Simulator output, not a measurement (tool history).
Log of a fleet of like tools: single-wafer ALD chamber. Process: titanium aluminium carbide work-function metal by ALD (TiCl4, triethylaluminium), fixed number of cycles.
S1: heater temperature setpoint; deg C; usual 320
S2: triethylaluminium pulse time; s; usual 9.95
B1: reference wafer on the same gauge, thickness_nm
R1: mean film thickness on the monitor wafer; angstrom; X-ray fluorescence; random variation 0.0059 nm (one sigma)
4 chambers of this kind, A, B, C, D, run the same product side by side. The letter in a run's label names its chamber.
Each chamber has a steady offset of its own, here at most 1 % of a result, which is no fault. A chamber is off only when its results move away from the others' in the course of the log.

run 1B hour=9 | S1=320 S2=9.95 | B1=2.4902 | R1=21.747
run 2C hour=20.7 | S1=320 S2=9.95 | B1=2.491 | R1=21.91
run 3A hour=31.6 | S1=320 S2=9.95 | B1=2.4908 | R1=21.643
run 4D hour=41.3 | S1=320 S2=9.95 | B1=2.491 | R1=21.879
run 5D hour=49 | S1=320 S2=9.95 | B1=2.4889 | R1=21.725
run 6A hour=56.9 | S1=320 S2=9.95 | B1=2.4892 | R1=21.753
run 7C hour=67.3 | S1=320 S2=9.95 | B1=2.4893 | R1=22.013
run 8B hour=79.5 | S1=320 S2=9.95 | B1=2.489 | R1=21.643
run 9A hour=85.7 | S1=315 S2=6.32 | B1=2.4899 | R1=19.429
run 10D hour=94.4 | S1=315 S2=6.32 | B1=2.4925 | R1=19.498
run 11C hour=101.8 | S1=315 S2=6.32 | B1=2.4905 | R1=19.766
run 12B hour=109.2 | S1=315 S2=6.32 | B1=2.4888 | R1=19.502
run 13C hour=116.1 | S1=320 S2=9.95 | B1=2.4903 | R1=22.022
run 14B hour=128.8 | S1=320 S2=9.95 | B1=2.4909 | R1=21.724
run 15A hour=137.2 | S1=320 S2=9.95 | B1=2.4901 | R1=21.786
run 16D hour=143.4 | S1=311 S2=9.95 | B1=2.4898 | R1=21.014
run 17B hour=153.5 | S1=311 S2=9.95 | B1=2.4873 | R1=20.839
run 18C hour=166.2 | S1=311 S2=9.95 | B1=2.49 | R1=21.176
run 19D hour=178.9 | S1=311 S2=9.95 | B1=2.4916 | R1=20.878
run 20A hour=188.1 | S1=320 S2=9.95 | B1=2.4907 | R1=21.702
run 21C hour=195.9 | S1=320 S2=9.95 | B1=2.4901 | R1=21.893
run 22D hour=207.5 | S1=320 S2=9.95 | B1=2.4921 | R1=21.653
run 23A hour=221 | S1=320 S2=9.95 | B1=2.4904 | R1=21.692
run 24B hour=231.8 | S1=320 S2=9.95 | B1=2.4899 | R1=21.691
run 25D hour=240.3 | S1=320 S2=9.95 | B1=2.4891 | R1=21.608
run 26A hour=249.6 | S1=320 S2=9.95 | B1=2.4893 | R1=21.807
run 27C hour=262.9 | S1=320 S2=9.95 | B1=2.4901 | R1=22.013
run 28B hour=270 | S1=333 S2=12.72 | B1=2.4925 | R1=23.319
run 29A hour=281.4 | S1=333 S2=12.72 | B1=2.4891 | R1=23.322
run 30B hour=287.8 | S1=333 S2=12.72 | B1=2.4901 | R1=23.16
run 31D hour=300.9 | S1=333 S2=12.72 | B1=2.4915 | R1=23.219
run 32C hour=310.6 | S1=331 S2=9.95 | B1=2.4898 | R1=22.887
run 33D hour=321.8 | S1=331 S2=9.95 | B1=2.4898 | R1=22.435
run 34B hour=334.4 | S1=331 S2=9.95 | B1=2.4907 | R1=22.684
run 35A hour=340.6 | S1=331 S2=9.95 | B1=2.49 | R1=22.601
run 36C hour=347.4 | S1=313 S2=7.45 | B1=2.4898 | R1=20.43
run 37D hour=355.6 | S1=313 S2=7.45 | B1=2.4887 | R1=19.662
run 38B hour=368 | S1=313 S2=7.45 | B1=2.49 | R1=20.18
run 39C hour=376.3 | S1=313 S2=7.45 | B1=2.4906 | R1=20.446

Is one chamber off against the others, does the gauge drift, or is nothing wrong? If a chamber is off, say which, and what the likeliest cause is.

Chamber D drifts away from the others.
Cause: triethylaluminium dose below that of a fresh bottle (%) = 12.7.
The log may not tell that from: wafer temperature below the value expected at the setpoint (K).

Here are 4 candidates for chamber D's next run, each the usual settings with a change, their results left as question marks. Which one brings its results back in line with what the others give on the usual settings?
In line means no further than this from the other chambers' mean on the usual settings: R1 0.21 angstrom
run 40D-1 hour=386.1 | S1=320 S2=13 | R1=?
run 40D-2 hour=386.1 | S1=322 S2=10.51 | R1=?
run 40D-3 hour=386.1 | S1=316 S2=8.81 | R1=?
run 40D-4 hour=386.1 | S1=316 S2=9.95 | R1=?

The other chambers' mean on the usual settings: R1 21.779 angstrom
run=40D-1 R1=22.027
run=40D-2 R1=21.698
run=40D-3 R1=20.556
run=40D-4 R1=21.01
40D-2 brings the chamber back in line.

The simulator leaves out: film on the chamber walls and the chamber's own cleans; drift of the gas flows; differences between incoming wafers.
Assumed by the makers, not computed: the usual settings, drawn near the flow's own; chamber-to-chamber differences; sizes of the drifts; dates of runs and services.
